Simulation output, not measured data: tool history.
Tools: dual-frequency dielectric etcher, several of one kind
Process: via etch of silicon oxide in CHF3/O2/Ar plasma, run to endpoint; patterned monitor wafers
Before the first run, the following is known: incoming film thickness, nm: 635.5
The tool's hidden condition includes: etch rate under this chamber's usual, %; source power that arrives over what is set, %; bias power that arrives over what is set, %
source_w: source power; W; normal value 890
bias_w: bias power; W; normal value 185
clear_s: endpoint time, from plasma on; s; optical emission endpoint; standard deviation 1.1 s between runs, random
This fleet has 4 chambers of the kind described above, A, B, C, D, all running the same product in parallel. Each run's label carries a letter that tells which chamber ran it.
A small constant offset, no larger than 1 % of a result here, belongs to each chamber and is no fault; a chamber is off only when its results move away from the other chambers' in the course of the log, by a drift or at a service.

| run | hour | source_w | bias_w | hours since the last wet clean | hours since the last source power generator calibration | hours since the last bias power generator calibration | clear_s |
|---|---|---|---|---|---|---|---|
| 1D | 10.9 | 890 | 185 | 87.6 | 1955.1 | 2023.8 | 276.86 |
| 2C | 22.4 | 890 | 185 | 25.6 | 457 | 306.5 | 271.13 |
| 3B | 29.4 | 890 | 185 | 41 | 2015.5 | 2256.5 | 276.83 |
| 4A | 34.8 | 890 | 185 | 67.9 | 2981.9 | 1161.7 | 273.13 |
| 5A | 44.2 | 890 | 185 | 77.3 | 2991.3 | 1171.1 | 273.57 |
| 6D | 51.3 | 890 | 185 | 128 | 1995.5 | 2064.2 | 275.75 |
| 7C | 58.6 | 890 | 185 | 61.8 | 493.2 | 342.7 | 270.07 |
| 8B | 68.9 | 890 | 185 | 80.5 | 2055 | 2296 | 274.08 |
| 9A | 76.7 | 890 | 185 | 109.8 | 3023.8 | 1203.6 | 271.59 |
| 10B | 86.9 | 890 | 185 | 98.5 | 2073 | 2314 | 276.04 |
| 11C | 97.6 | 890 | 185 | 100.8 | 532.2 | 381.7 | 269.9 |
| 12D | 104.9 | 890 | 185 | 181.6 | 2049.1 | 2117.8 | 276.66 |
| 13B | 112 | 990 | 185 | 123.6 | 2098.1 | 2339.1 | 265.45 |
| 14C | 123.1 | 990 | 185 | 126.3 | 557.7 | 407.2 | 258.66 |
| 15D | 132.7 | 990 | 185 | 209.4 | 2076.9 | 2145.6 | 264.91 |
| 16A | 139.5 | 990 | 185 | 172.6 | 3086.6 | 1266.4 | 259.89 |
| 17C | 147.8 | 890 | 185 | 151 | 582.4 | 431.9 | 271.39 |
| 18A | 155.7 | 890 | 185 | 188.8 | 3102.8 | 1282.6 | 269.53 |
| 19B | 166.4 | 890 | 185 | 178 | 2152.5 | 2393.5 | 273.98 |
| 20D | 174.6 | 890 | 185 | 251.3 | 2118.8 | 2187.5 | 276.1 |
| 21D | 186.2 | 890 | 185 | 262.9 | 2130.4 | 2199.1 | 278.25 |
| 22C | 196.2 | 890 | 185 | 199.4 | 630.8 | 480.3 | 271.96 |
| 23B | 206.2 | 1100 | 201 | 217.8 | 2192.3 | 2433.3 | 249.79 |
|  | 213.7 | chamber A: source power generator calibrated |
| 24A | 214.7 | 1100 | 201 | 247.8 | 1.1 | 1341.6 | 244.15 |
| 25C | 226.2 | 1100 | 201 | 229.4 | 660.8 | 510.3 | 243.91 |
| 26B | 232.8 | 1100 | 201 | 244.4 | 2218.9 | 2459.9 | 248.46 |
| 27D | 239.9 | 890 | 185 | 316.6 | 2184.1 | 2252.8 | 279.87 |
| 28A | 250.8 | 890 | 185 | 283.9 | 37.2 | 1377.7 | 270.73 |
| 29B | 260.1 | 890 | 202 | 271.7 | 2246.2 | 2487.2 | 266.89 |
| 30A | 268.1 | 890 | 202 | 301.2 | 54.5 | 1395 | 264.39 |
| 31C | 277.5 | 890 | 202 | 280.7 | 712.1 | 561.6 | 264.32 |
| 32D | 285 | 890 | 202 | 361.7 | 2229.2 | 2297.9 | 274.28 |
| 33D | 291.4 | 890 | 185 | 368.1 | 2235.6 | 2304.3 | 281.28 |
| 34B | 299.6 | 890 | 185 | 311.2 | 2285.7 | 2526.7 | 274.74 |
| 35A | 306.2 | 890 | 185 | 339.3 | 92.6 | 1433.1 | 273.93 |

What goes on in this fleet: one chamber off, a drifting gauge, or nothing beyond the chambers' own small offsets? Name the chamber and the cause, if any.

It is chamber D that slowly wanders off from its peers.
Cause: etch rate under this chamber's usual, % = 2.9.

Chamber D could run next with any of the 4 candidate recipes listed below; each alters the usual settings, and their results appear as question marks. Which one brings its results back in line with what the other chambers deliver on the usual settings?
In line here means within this much of the mean the other chambers give on the usual settings: clear_s 3.9 s
| 36D-1 | 314.6 | 800 | 185 |  |  |  | ? |
| 36D-2 | 314.6 | 750 | 185 |  |  |  | ? |
| 36D-3 | 314.6 | 940 | 194 |  |  |  | ? |
| 36D-4 | 314.6 | 970 | 200 |  |  |  | ? |

Average result of the remaining chambers running the usual settings: clear_s 273.37 s
| run | clear_s |
|---|---|
| 36D-1 | 295.47 |
| 36D-2 | 302.88 |
| 36D-3 | 273.44 |
| 36D-4 | 267.49 |
Change 36D-3 lands the chamber within the allowed miss of the other chambers.

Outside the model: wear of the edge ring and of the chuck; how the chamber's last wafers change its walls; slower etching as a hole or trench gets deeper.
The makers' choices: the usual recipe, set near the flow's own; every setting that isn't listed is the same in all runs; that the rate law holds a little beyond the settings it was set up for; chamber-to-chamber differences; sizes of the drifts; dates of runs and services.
